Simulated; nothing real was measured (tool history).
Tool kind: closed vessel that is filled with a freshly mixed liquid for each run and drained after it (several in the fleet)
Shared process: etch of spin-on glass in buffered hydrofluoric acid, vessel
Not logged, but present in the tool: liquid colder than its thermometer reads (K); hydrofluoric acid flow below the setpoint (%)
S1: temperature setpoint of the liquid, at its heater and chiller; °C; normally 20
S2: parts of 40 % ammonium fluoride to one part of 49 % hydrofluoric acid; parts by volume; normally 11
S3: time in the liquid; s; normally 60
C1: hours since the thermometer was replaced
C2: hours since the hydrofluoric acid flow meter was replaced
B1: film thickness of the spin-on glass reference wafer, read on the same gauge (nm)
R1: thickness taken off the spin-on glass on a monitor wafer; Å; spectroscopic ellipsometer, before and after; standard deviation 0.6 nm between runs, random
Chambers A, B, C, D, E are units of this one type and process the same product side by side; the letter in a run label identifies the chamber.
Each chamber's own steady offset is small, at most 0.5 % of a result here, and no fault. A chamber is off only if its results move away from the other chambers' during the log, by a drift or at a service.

Run 1D, hour 2.9: usual settings; C1 1179.7; C2 859.6; B1 129.99. Result: R1 1203.0 Å.
Run 2B, hour 9.4: usual settings; C1 1696.0; C2 164.9; B1 130.04. Result: R1 1204.8 Å.
Run 3C, hour 13.0: usual settings; C1 428.0; C2 220.1; B1 129.98. Result: R1 1201.2 Å.
Run 4E, hour 16.6: usual settings; C1 1345.7; C2 187.5; B1 130.02. Result: R1 1210.6 Å.
Run 5A, hour 19.7: usual settings; C1 816.2; C2 344.6; B1 129.98. Result: R1 1196.6 Å.
Run 6B, hour 24.4: usual settings; C1 1711.0; C2 179.9; B1 130.00. Result: R1 1215.9 Å.
Run 7C, hour 30.2: usual settings; C1 445.2; C2 237.3; B1 129.96. Result: R1 1201.4 Å.
Run 8E, hour 36.5: usual settings; C1 1365.6; C2 207.4; B1 129.98. Result: R1 1194.7 Å.
Run 9D, hour 41.7: usual settings; C1 1218.5; C2 898.4; B1 130.01. Result: R1 1204.7 Å.
Run 10A, hour 44.7: usual settings; C1 841.2; C2 369.6; B1 129.97. Result: R1 1198.2 Å.
Run 11D, hour 48.1: usual settings; C1 1224.9; C2 904.8; B1 129.98. Result: R1 1202.8 Å.
Run 12C, hour 54.5: usual settings; C1 469.5; C2 261.6; B1 130.01. Result: R1 1203.0 Å.
Run 13E, hour 60.5: usual settings; C1 1389.6; C2 231.4; B1 130.00. Result: R1 1210.0 Å.
Run 14A, hour 65.0: usual settings; C1 861.5; C2 389.9; B1 130.03. Result: R1 1191.7 Å.
Run 15B, hour 68.5: usual settings; C1 1755.1; C2 224.0; B1 130.00. Result: R1 1204.3 Å.
Run 16B, hour 74.6: usual settings; C1 1761.2; C2 230.1; B1 130.05. Result: R1 1208.9 Å.
Run 17D, hour 80.7: usual settings; C1 1257.5; C2 937.4; B1 129.97. Result: R1 1212.3 Å.
Run 18C, hour 85.6: usual settings; C1 500.6; C2 292.7; B1 130.03. Result: R1 1198.8 Å.
Run 19E, hour 88.9: usual settings; C1 1418.0; C2 259.8; B1 130.01. Result: R1 1207.1 Å.
Run 20A, hour 95.3: usual settings; C1 891.8; C2 420.2; B1 130.05. Result: R1 1173.5 Å.
Run 21D, hour 99.4: usual settings; C1 1276.2; C2 956.1; B1 129.99. Result: R1 1202.6 Å.
Run 22E, hour 104.7: usual settings; C1 1433.8; C2 275.6; B1 130.01. Result: R1 1209.7 Å.
Run 23A, hour 107.8: usual settings; C1 904.3; C2 432.7; B1 130.02. Result: R1 1179.4 Å.
Run 24B, hour 114.1: usual settings; C1 1800.7; C2 269.6; B1 130.03. Result: R1 1223.2 Å.
Run 25C, hour 118.8: usual settings but S3 70 s; C1 533.8; C2 325.9; B1 129.99. Result: R1 1402.4 Å.
Run 26B, hour 122.1: usual settings but S3 70 s; C1 1808.7; C2 277.6; B1 129.99. Result: R1 1415.6 Å.
Run 27D, hour 128.2: usual settings but S3 70 s; C1 1305.0; C2 984.9; B1 130.00. Result: R1 1408.3 Å.
Run 28E, hour 133.8: usual settings but S3 70 s; C1 1462.9; C2 304.7; B1 129.95. Result: R1 1402.0 Å.
Run 29A, hour 138.3: usual settings but S3 70 s; C1 934.8; C2 463.2; B1 130.01. Result: R1 1362.3 Å.
Run 30C, hour 144.0: usual settings; C1 559.0; C2 351.1; B1 130.02. Result: R1 1205.9 Å.
Run 31B, hour 147.0: usual settings; C1 1833.6; C2 302.5; B1 130.01. Result: R1 1200.4 Å.
Run 32D, hour 150.2: usual settings; C1 1327.0; C2 1006.9; B1 129.97. Result: R1 1199.9 Å.
Run 33E, hour 153.7: usual settings; C1 1482.8; C2 324.6; B1 130.05. Result: R1 1197.0 Å.
Run 34C, hour 158.0: usual settings; C1 573.0; C2 365.1; B1 130.01. Result: R1 1198.1 Å.
Run 35A, hour 164.2: usual settings; C1 960.7; C2 489.1; B1 130.02. Result: R1 1161.7 Å.
Run 36C, hour 168.8: usual settings; C1 583.8; C2 375.9; B1 130.02. Result: R1 1210.7 Å.
Run 37D, hour 173.2: usual settings; C1 1350.0; C2 1029.9; B1 129.98. Result: R1 1205.1 Å.
Run 38E, hour 176.1: usual settings; C1 1505.2; C2 347.0; B1 129.98. Result: R1 1205.3 Å.

Read the log: is a single chamber off, either drifting away or since a service, is the gauge that measures every chamber drifting, or is nothing wrong beyond small per-chamber offsets? Name any odd chamber and what most likely caused it.

Chamber A drifts away from the others.
Cause: liquid colder than its thermometer reads (K) = 0.866.
It could be hard to tell apart here from: hydrofluoric acid flow below the setpoint (%).

Here are 4 candidates for chamber A's next run, each the usual settings with a change, their results left as question marks. Which one brings its results back in line with what the others give on the usual settings?
In-line tolerance around the mean of the other chambers on the usual settings: R1 21.0 Å
Run 39A-1, hour 180.9: usual settings but S2 10.5 parts by volume. Result: R1 ?.
Run 39A-2, hour 180.9: usual settings but S2 10.0 parts by volume. Result: R1 ?.
Run 39A-3, hour 180.9: usual settings but S3 55 s. Result: R1 ?.
Run 39A-4, hour 180.9: usual settings but S2 11.5 parts by volume. Result: R1 ?.

Average result of the remaining chambers running the usual settings: R1 1203.9 Å
  run      R1
39A-1  1204.4
39A-2  1262.1
39A-3  1055.8
39A-4  1103.6
39A-1 is the one that brings the chamber's results back in line with the other chambers.
